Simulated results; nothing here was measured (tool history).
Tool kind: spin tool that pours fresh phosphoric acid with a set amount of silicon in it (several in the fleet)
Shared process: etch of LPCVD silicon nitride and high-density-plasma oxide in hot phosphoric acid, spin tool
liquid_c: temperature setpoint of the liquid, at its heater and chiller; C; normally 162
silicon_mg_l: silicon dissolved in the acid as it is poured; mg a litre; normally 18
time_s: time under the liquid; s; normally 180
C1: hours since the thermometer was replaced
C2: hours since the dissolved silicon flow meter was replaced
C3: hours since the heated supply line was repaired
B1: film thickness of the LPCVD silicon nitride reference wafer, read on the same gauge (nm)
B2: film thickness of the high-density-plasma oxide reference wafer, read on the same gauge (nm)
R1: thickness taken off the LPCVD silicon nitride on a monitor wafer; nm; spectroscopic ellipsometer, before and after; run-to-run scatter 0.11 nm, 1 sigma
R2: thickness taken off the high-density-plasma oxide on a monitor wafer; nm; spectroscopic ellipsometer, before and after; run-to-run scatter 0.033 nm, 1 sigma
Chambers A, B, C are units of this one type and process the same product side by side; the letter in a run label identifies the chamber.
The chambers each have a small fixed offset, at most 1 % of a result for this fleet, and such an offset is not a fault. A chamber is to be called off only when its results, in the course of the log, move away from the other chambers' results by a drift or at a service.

{"run": "1B", "day": 0.483, "liquid_c": 162, "silicon_mg_l": 18, "time_s": 180, "C1": 513.8, "C2": 133.6, "C3": 1167.8, "B1": 30.035, "B2": 80.003, "R1": 20.634, "R2": 0.72144}
{"run": "2A", "day": 0.842, "liquid_c": 162, "silicon_mg_l": 18, "time_s": 180, "C1": 24.8, "C2": 720.8, "C3": 474.3, "B1": 29.976, "B2": 80.041, "R1": 20.356, "R2": 0.7784}
{"run": "3C", "day": 1.288, "liquid_c": 162, "silicon_mg_l": 18, "time_s": 180, "C1": 1703.2, "C2": 788.2, "C3": 2112.1, "B1": 29.996, "B2": 79.997, "R1": 20.75, "R2": 0.82543}
{"run": "4C", "day": 1.579, "liquid_c": 162, "silicon_mg_l": 18, "time_s": 180, "C1": 1710.2, "C2": 795.2, "C3": 2119.1, "B1": 30.035, "B2": 80.014, "R1": 20.844, "R2": 0.70113}
{"run": "5A", "day": 1.833, "liquid_c": 162, "silicon_mg_l": 18, "time_s": 180, "C1": 48.6, "C2": 744.6, "C3": 498.1, "B1": 30.042, "B2": 79.994, "R1": 20.549, "R2": 0.74229}
{"run": "6B", "day": 2.054, "liquid_c": 162, "silicon_mg_l": 18, "time_s": 180, "C1": 551.5, "C2": 171.3, "C3": 1205.5, "B1": 30.01, "B2": 79.987, "R1": 20.901, "R2": 0.76704}
{"run": "7B", "day": 2.35, "liquid_c": 163.5, "silicon_mg_l": 18, "time_s": 180, "C1": 558.6, "C2": 178.4, "C3": 1212.6, "B1": 29.992, "B2": 79.977, "R1": 21.89, "R2": 0.85191}
{"run": "8A", "day": 2.679, "liquid_c": 163.5, "silicon_mg_l": 18, "time_s": 180, "C1": 68.9, "C2": 764.9, "C3": 518.4, "B1": 29.982, "B2": 79.968, "R1": 21.69, "R2": 0.79988}
{"run": "9C", "day": 3.029, "liquid_c": 163.5, "silicon_mg_l": 18, "time_s": 180, "C1": 1745, "C2": 830, "C3": 2153.9, "B1": 30.014, "B2": 80.024, "R1": 21.61, "R2": 0.83038}
{"run": "10C", "day": 3.404, "liquid_c": 162, "silicon_mg_l": 18, "time_s": 180, "C1": 1754, "C2": 839, "C3": 2162.9, "B1": 30.032, "B2": 79.96, "R1": 20.724, "R2": 0.74071}
{"run": "11B", "day": 3.746, "liquid_c": 162, "silicon_mg_l": 18, "time_s": 180, "C1": 592.1, "C2": 211.9, "C3": 1246.1, "B1": 29.999, "B2": 80.004, "R1": 20.856, "R2": 0.72073}
{"run": "12A", "day": 4.167, "liquid_c": 162, "silicon_mg_l": 18, "time_s": 180, "C1": 104.6, "C2": 800.6, "C3": 554.1, "B1": 30.002, "B2": 80.028, "R1": 20.687, "R2": 0.74643}
{"run": "13A", "day": 4.388, "liquid_c": 162, "silicon_mg_l": 18, "time_s": 180, "C1": 109.9, "C2": 805.9, "C3": 559.4, "B1": 30.012, "B2": 79.976, "R1": 20.618, "R2": 0.7408}
{"run": "14B", "day": 4.633, "liquid_c": 162, "silicon_mg_l": 18, "time_s": 180, "C1": 613.4, "C2": 233.2, "C3": 1267.4, "B1": 30.036, "B2": 80.044, "R1": 20.775, "R2": 0.75326}
{"run": "15C", "day": 5.133, "liquid_c": 162, "silicon_mg_l": 18, "time_s": 180, "C1": 1795.5, "C2": 880.5, "C3": 2204.4, "B1": 30.013, "B2": 80.015, "R1": 20.935, "R2": 0.72859}
{"run": "16C", "day": 5.475, "liquid_c": 162, "silicon_mg_l": 18, "time_s": 180, "C1": 1803.7, "C2": 888.7, "C3": 2212.6, "B1": 29.986, "B2": 79.988, "R1": 20.734, "R2": 0.689}
{"run": "17A", "day": 5.888, "liquid_c": 162, "silicon_mg_l": 18, "time_s": 180, "C1": 145.9, "C2": 841.9, "C3": 595.4, "B1": 29.973, "B2": 79.976, "R1": 20.519, "R2": 0.74977}
{"run": "18B", "day": 6.35, "liquid_c": 162, "silicon_mg_l": 18, "time_s": 180, "C1": 654.6, "C2": 274.4, "C3": 1308.6, "B1": 30.033, "B2": 79.95, "R1": 20.595, "R2": 0.78643}
{"run": "19A", "day": 6.7, "liquid_c": 162, "silicon_mg_l": 18, "time_s": 180, "C1": 165.4, "C2": 861.4, "C3": 614.9, "B1": 30.006, "B2": 79.928, "R1": 20.602, "R2": 0.82288}
{"run": "20C", "day": 7.204, "liquid_c": 162, "silicon_mg_l": 18, "time_s": 145, "C1": 1845.2, "C2": 930.2, "C3": 2254.1, "B1": 30.019, "B2": 80.004, "R1": 16.848, "R2": 0.63199}
{"day": 7.642, "done": "chamber C: thermometer replaced"}
{"run": "21B", "day": 7.675, "liquid_c": 162, "silicon_mg_l": 18, "time_s": 145, "C1": 686.4, "C2": 306.2, "C3": 1340.4, "B1": 30.01, "B2": 79.984, "R1": 16.624, "R2": 0.62118}
{"run": "22A", "day": 7.996, "liquid_c": 162, "silicon_mg_l": 18, "time_s": 145, "C1": 196.5, "C2": 892.5, "C3": 646, "B1": 30.015, "B2": 79.992, "R1": 16.649, "R2": 0.58546}
{"run": "23C", "day": 8.35, "liquid_c": 162, "silicon_mg_l": 18, "time_s": 180, "C1": 17.1, "C2": 957.7, "C3": 2281.6, "B1": 29.974, "B2": 80.016, "R1": 20.737, "R2": 0.77371}
{"run": "24B", "day": 8.608, "liquid_c": 162, "silicon_mg_l": 18, "time_s": 180, "C1": 708.8, "C2": 328.6, "C3": 1362.8, "B1": 29.976, "B2": 80.038, "R1": 20.674, "R2": 0.72619}
{"run": "25C", "day": 9.021, "liquid_c": 162, "silicon_mg_l": 18, "time_s": 180, "C1": 33.2, "C2": 973.8, "C3": 2297.7, "B1": 30.029, "B2": 80.026, "R1": 20.748, "R2": 0.74816}
{"run": "26B", "day": 9.3, "liquid_c": 162, "silicon_mg_l": 18, "time_s": 180, "C1": 725.4, "C2": 345.2, "C3": 1379.4, "B1": 29.977, "B2": 79.972, "R1": 20.752, "R2": 0.72622}

The same settings go to every chamber for the next run, one line per chamber below. Forecast the results for each:
{"run": "27A", "day": 9.671, "liquid_c": 162, "silicon_mg_l": 18, "time_s": 180, "R1": "?", "R2": "?"}
{"run": "27B", "day": 9.671, "liquid_c": 162, "silicon_mg_l": 18, "time_s": 180, "R1": "?", "R2": "?"}
{"run": "27C", "day": 9.671, "liquid_c": 162, "silicon_mg_l": 18, "time_s": 180, "R1": "?", "R2": "?"}

run=27A R1=20.577 R2=0.71395
run=27B R1=20.587 R2=0.72912
run=27C R1=20.736 R2=0.73563
